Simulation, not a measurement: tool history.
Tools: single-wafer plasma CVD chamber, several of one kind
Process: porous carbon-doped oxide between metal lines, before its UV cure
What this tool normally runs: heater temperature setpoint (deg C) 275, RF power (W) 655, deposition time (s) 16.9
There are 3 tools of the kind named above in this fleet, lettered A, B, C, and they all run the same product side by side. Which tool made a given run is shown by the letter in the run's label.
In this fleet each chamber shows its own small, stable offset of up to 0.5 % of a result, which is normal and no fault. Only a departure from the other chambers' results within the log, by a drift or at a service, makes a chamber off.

| run | hour | heater temperature setpoint (deg C) | RF power (W) | deposition time (s) | hours since the last thermocouple change | hours since the last RF generator calibration | read-back reference wafer on the same gauge, thickness_nm | mean film thickness on the monitor wafer (Å) |
|---|---|---|---|---|---|---|---|---|
| 1C | 5.9 | 275 | 655 | 16.9 | 787.1 | 1077.5 | 136.12 | 1299.6 |
|  | 11.3 | chamber A: RF generator calibrated |
| 2A | 16.1 | 275 | 655 | 16.9 | 669.5 | 4.9 | 135.99 | 1288.0 |
| 3B | 25.7 | 275 | 655 | 16.9 | 1282.5 | 219.3 | 135.96 | 1283.7 |
| 4C | 33.6 | 275 | 655 | 16.9 | 814.8 | 1105.2 | 135.90 | 1301.1 |
| 5A | 43.6 | 275 | 655 | 16.9 | 697.0 | 32.4 | 135.98 | 1300.9 |
| 6B | 49.3 | 275 | 705 | 15.4 | 1306.1 | 242.9 | 135.98 | 1236.3 |
| 7A | 59.3 | 275 | 705 | 15.4 | 712.7 | 48.1 | 136.01 | 1234.2 |
| 8B | 65.7 | 275 | 705 | 15.4 | 1322.5 | 259.3 | 136.05 | 1240.1 |
| 9C | 73.6 | 275 | 655 | 16.9 | 854.8 | 1145.2 | 136.04 | 1299.8 |
| 10C | 84.3 | 265 | 655 | 15.2 | 865.5 | 1155.9 | 135.95 | 1244.8 |
| 11B | 94.7 | 265 | 655 | 15.2 | 1351.5 | 288.3 | 135.99 | 1245.9 |
| 12A | 102.3 | 265 | 655 | 15.2 | 755.7 | 91.1 | 135.93 | 1243.0 |
| 13C | 112.7 | 275 | 655 | 16.9 | 893.9 | 1184.3 | 136.06 | 1280.2 |
| 14B | 118.5 | 275 | 655 | 16.9 | 1375.3 | 312.1 | 136.08 | 1288.6 |
| 15A | 123.4 | 275 | 655 | 16.9 | 776.8 | 112.2 | 136.04 | 1288.4 |
| 16C | 134.3 | 275 | 655 | 16.9 | 915.5 | 1205.9 | 135.93 | 1294.4 |
| 17B | 141.4 | 275 | 655 | 16.9 | 1398.2 | 335.0 | 135.99 | 1292.7 |
| 18A | 147.2 | 275 | 655 | 16.9 | 800.6 | 136.0 | 136.04 | 1305.0 |
| 19A | 158.0 | 275 | 710 | 16.9 | 811.4 | 146.8 | 135.98 | 1358.6 |
| 20B | 166.7 | 275 | 710 | 16.9 | 1423.5 | 360.3 | 135.92 | 1357.9 |
| 21C | 176.2 | 275 | 710 | 16.9 | 957.4 | 1247.8 | 136.02 | 1363.6 |
| 22A | 184.0 | 275 | 655 | 16.9 | 837.4 | 172.8 | 136.15 | 1302.3 |
| 23B | 194.8 | 275 | 655 | 16.9 | 1451.6 | 388.4 | 135.89 | 1290.1 |
| 24C | 204.9 | 275 | 655 | 16.9 | 986.1 | 1276.5 | 135.91 | 1296.0 |
| 25B | 212.8 | 275 | 655 | 16.9 | 1469.6 | 406.4 | 135.95 | 1293.6 |
| 26C | 221.4 | 275 | 655 | 16.9 | 1002.6 | 1293.0 | 135.94 | 1291.4 |
| 27A | 226.9 | 275 | 655 | 16.9 | 880.3 | 215.7 | 136.04 | 1301.9 |
| 28A | 232.0 | 269 | 745 | 16.9 | 885.4 | 220.8 | 136.03 | 1462.9 |
|  | 234.5 | chamber B: thermocouple changed; heater temperature recalibrated |
| 29C | 240.6 | 269 | 745 | 16.9 | 1021.8 | 1312.2 | 135.98 | 1465.0 |
| 30B | 248.5 | 269 | 745 | 16.9 | 14.0 | 442.1 | 135.87 | 1465.9 |
| 31A | 258.3 | 275 | 655 | 16.9 | 911.7 | 247.1 | 135.90 | 1295.1 |
| 32C | 265.0 | 275 | 655 | 16.9 | 1046.2 | 1336.6 | 135.87 | 1293.7 |
| 33B | 272.3 | 275 | 655 | 16.9 | 37.8 | 465.9 | 136.04 | 1293.9 |
| 34B | 280.4 | 275 | 655 | 16.9 | 45.9 | 474.0 | 135.97 | 1297.6 |

Decide between three cases: one chamber stands off from its peers, the gauge reading all wafers drifts, or nothing is wrong past each chamber's small offset. Where a chamber is off, say which and what most likely put it there.

Nothing is wrong: each chamber keeps only its own small, steady offset and the gauge holds still.

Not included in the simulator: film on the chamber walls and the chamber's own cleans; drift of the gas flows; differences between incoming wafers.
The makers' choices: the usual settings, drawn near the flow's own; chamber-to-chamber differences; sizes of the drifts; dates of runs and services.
